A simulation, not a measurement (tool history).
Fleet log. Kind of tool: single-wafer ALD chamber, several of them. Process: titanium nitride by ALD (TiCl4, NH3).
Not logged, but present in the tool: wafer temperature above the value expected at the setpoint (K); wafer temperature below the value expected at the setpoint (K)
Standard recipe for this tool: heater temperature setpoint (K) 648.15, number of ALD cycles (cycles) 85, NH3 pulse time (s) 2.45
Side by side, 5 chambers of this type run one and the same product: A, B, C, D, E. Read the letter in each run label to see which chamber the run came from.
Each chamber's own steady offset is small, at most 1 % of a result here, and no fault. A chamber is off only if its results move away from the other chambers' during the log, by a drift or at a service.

run    day  heater temperature setpoint (K)  number of ALD cycles (cycles)  NH3 pulse time (s)  hours since the last thermocouple change  read-back reference wafer on the same gauge, thickness_nm  mean film thickness on the monitor wafer (Å)
 1E  0.154                           648.15                             85                2.45                                     204.3                                                     2.0412                                        18.602
 2B  0.283                           648.15                             85                2.45                                     646.5                                                     2.0408                                        18.507
 3D  0.538                           648.15                             85                2.45                                     202.8                                                     2.0420                                        18.507
 4A  0.658                           648.15                             85                2.45                                     382.3                                                     2.0416                                        18.680
 5C  0.875                           648.15                             85                2.45                                     692.3                                                     2.0412                                        18.429
 6A  1.067                           648.15                             85                2.45                                     392.1                                                     2.0422                                        18.639
 7B  1.262                           648.15                             85                2.45                                     670.0                                                     2.0429                                        18.540
 8E  1.504                           648.15                             85                2.45                                     236.7                                                     2.0432                                        18.647
 9C  1.650                           648.15                             85                2.45                                     710.9                                                     2.0443                                        18.340
10D  1.767                           648.15                             85                2.45                                     232.3                                                     2.0436                                        18.571
11D  1.992                           648.15                             85                2.45                                     237.7                                                     2.0440                                        18.589
12A  2.208                           648.15                             85                2.45                                     419.5                                                     2.0453                                        18.692
13C  2.454                           648.15                             85                2.45                                     730.2                                                     2.0464                                        18.430
14B  2.579                           648.15                             85                2.45                                     701.6                                                     2.0472                                        18.605
15E  2.775                           648.15                             85                2.45                                     267.2                                                     2.0471                                        18.663
16D  2.967                           648.15                             85                1.90                                     261.1                                                     2.0480                                        18.341
17B  3.221                           648.15                             85                1.90                                     717.0                                                     2.0483                                        18.297
18C  3.471                           648.15                             85                1.90                                     754.6                                                     2.0489                                        18.182
19E  3.612                           648.15                             85                1.90                                     287.3                                                     2.0481                                        18.448
20A  3.854                           648.15                             85                1.90                                     459.0                                                     2.0491                                        18.406
21B  4.083                           648.15                             85                2.45                                     737.7                                                     2.0494                                        18.658
22C  4.321                           648.15                             85                2.45                                     775.0                                                     2.0498                                        18.459
23E  4.504                           648.15                             85                2.45                                     308.7                                                     2.0508                                        18.691
24A  4.654                           648.15                             85                2.45                                     478.2                                                     2.0511                                        18.728
25D  4.892                           648.15                             85                2.45                                     307.3                                                     2.0517                                        18.593
26C  5.096                           648.15                             85                2.45                                     793.6                                                     2.0515                                        18.436
27D  5.296                           648.15                             85                2.45                                     317.0                                                     2.0530                                        18.645
28E  5.450                           648.15                             85                2.45                                     331.4                                                     2.0537                                        18.678
29B  5.592                           648.15                             85                2.45                                     773.9                                                     2.0533                                        18.716
30A  5.829                           648.15                             85                2.45                                     506.4                                                     2.0534                                        18.792

For the next run the whole fleet of 5 chambers uses the same settings. Give each chamber's results:
31A  6.012                           648.15                             85                2.45                                                                                                                                                  ?
31B  6.012                           648.15                             85                2.45                                                                                                                                                  ?
31C  6.012                           648.15                             85                2.45                                                                                                                                                  ?
31D  6.012                           648.15                             85                2.45                                                                                                                                                  ?
31E  6.012                           648.15                             85                2.45                                                                                                                                                  ?

run  mean film thickness on the monitor wafer (Å)
31A                                        18.752
31B                                        18.660
31C                                        18.488
31D                                        18.695
31E                                        18.748
